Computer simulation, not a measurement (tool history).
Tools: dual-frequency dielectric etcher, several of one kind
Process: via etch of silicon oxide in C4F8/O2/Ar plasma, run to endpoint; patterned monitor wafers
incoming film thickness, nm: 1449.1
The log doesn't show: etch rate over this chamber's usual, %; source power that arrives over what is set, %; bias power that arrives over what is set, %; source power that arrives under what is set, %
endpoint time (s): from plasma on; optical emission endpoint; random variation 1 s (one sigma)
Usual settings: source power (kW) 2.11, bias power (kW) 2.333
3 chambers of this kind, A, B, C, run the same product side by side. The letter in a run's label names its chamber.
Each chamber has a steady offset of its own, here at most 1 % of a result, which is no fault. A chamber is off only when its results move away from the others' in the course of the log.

run,hour,source power (kW),bias power (kW),hours since the last wet clean,hours since the last source power generator calibration,hours since the last bias power generator calibration,endpoint time (s)
1C,2.4,2.11,2.333,198.7,3039.7,856.8,270.44
2B,6.7,2.11,2.333,27.2,429.5,862.2,268.7
3A,9.5,2.11,2.333,148.8,2374,1291.9,264.73
4B,11.7,2.11,2.333,32.2,434.5,867.2,269.1
5C,15.8,2.11,2.333,212.1,3053.1,870.2,271.31
6A,18.1,2.11,2.333,157.4,2382.6,1300.5,265.37
7B,21.9,2.11,2.333,42.4,444.7,877.4,269.25
8A,26,2.11,2.333,165.3,2390.5,1308.4,266.64
9C,29.3,2.11,2.333,225.6,3066.6,883.7,269.81
10C,33,2.11,2.333,229.3,3070.3,887.4,270.17
11A,36.6,2.11,2.333,175.9,2401.1,1319,265.2
12B,41.2,2.11,2.333,61.7,464,896.7,268.84
13A,44.6,2.11,2.333,183.9,2409.1,1327,263.41
14B,49,2.11,2.333,69.5,471.8,904.5,269.98
15C,52,2.11,1.901,248.3,3089.3,906.4,285.91
16A,56.3,2.11,1.901,195.6,2420.8,1338.7,281.05
17C,59.8,2.11,1.901,256.1,3097.1,914.2,287.05
18B,62,2.11,2.333,82.5,484.8,917.5,267.6
19B,66.7,2.11,2.333,87.2,489.5,922.2,269.65
20A,69.5,2.11,2.333,208.8,2434,1351.9,264.56
21C,72.2,2.28,1.922,268.5,3109.5,926.6,277.53
22B,76.7,2.28,1.922,97.2,499.5,932.2,275.13
23A,81.1,2.28,1.922,220.4,2445.6,1363.5,270.17
24C,83.7,2.11,2.333,280,3121,938.1,270.21
25C,86.9,2.11,2.333,283.2,3124.2,941.3,270.03
26B,90,2.11,2.333,110.5,512.8,945.5,269.57
27A,93.8,2.11,2.333,233.1,2458.3,1376.2,262.24
28C,98.6,2.3,2.636,294.9,3135.9,953,251.47
29A,100.9,2.3,2.636,240.2,2465.4,1383.3,242.67
30B,105.3,2.3,2.636,125.8,528.1,960.8,251.93
31A,108,2.33,2.144,247.3,2472.5,1390.4,256.36
32C,110.3,2.33,2.144,306.6,3147.6,964.7,265.77
33B,113.2,2.33,2.144,133.7,536,968.7,264.94
34A,117.6,2.11,2.333,256.9,2482.1,1400,260.17
35B,122.4,2.11,2.333,142.9,545.2,977.9,269.15
36C,126.8,2.11,1.83,323.1,3164.1,981.2,289.67
37B,130.6,2.11,1.83,151.1,553.4,986.1,287.92
38C,135.3,2.11,1.83,331.6,3172.6,989.7,287.93
39A,138.8,2.11,2.333,278.1,2503.3,1421.2,257.98
40C,143.2,2.11,2.333,339.5,3180.5,997.6,270.94

All 3 chambers run these settings next. Forecast each chamber's results:
41A,146.7,2.11,2.333,,,,?
41B,146.7,2.11,2.333,,,,?
41C,146.7,2.11,2.333,,,,?

run,endpoint time (s)
41A,256.71
41B,267.92
41C,270.73

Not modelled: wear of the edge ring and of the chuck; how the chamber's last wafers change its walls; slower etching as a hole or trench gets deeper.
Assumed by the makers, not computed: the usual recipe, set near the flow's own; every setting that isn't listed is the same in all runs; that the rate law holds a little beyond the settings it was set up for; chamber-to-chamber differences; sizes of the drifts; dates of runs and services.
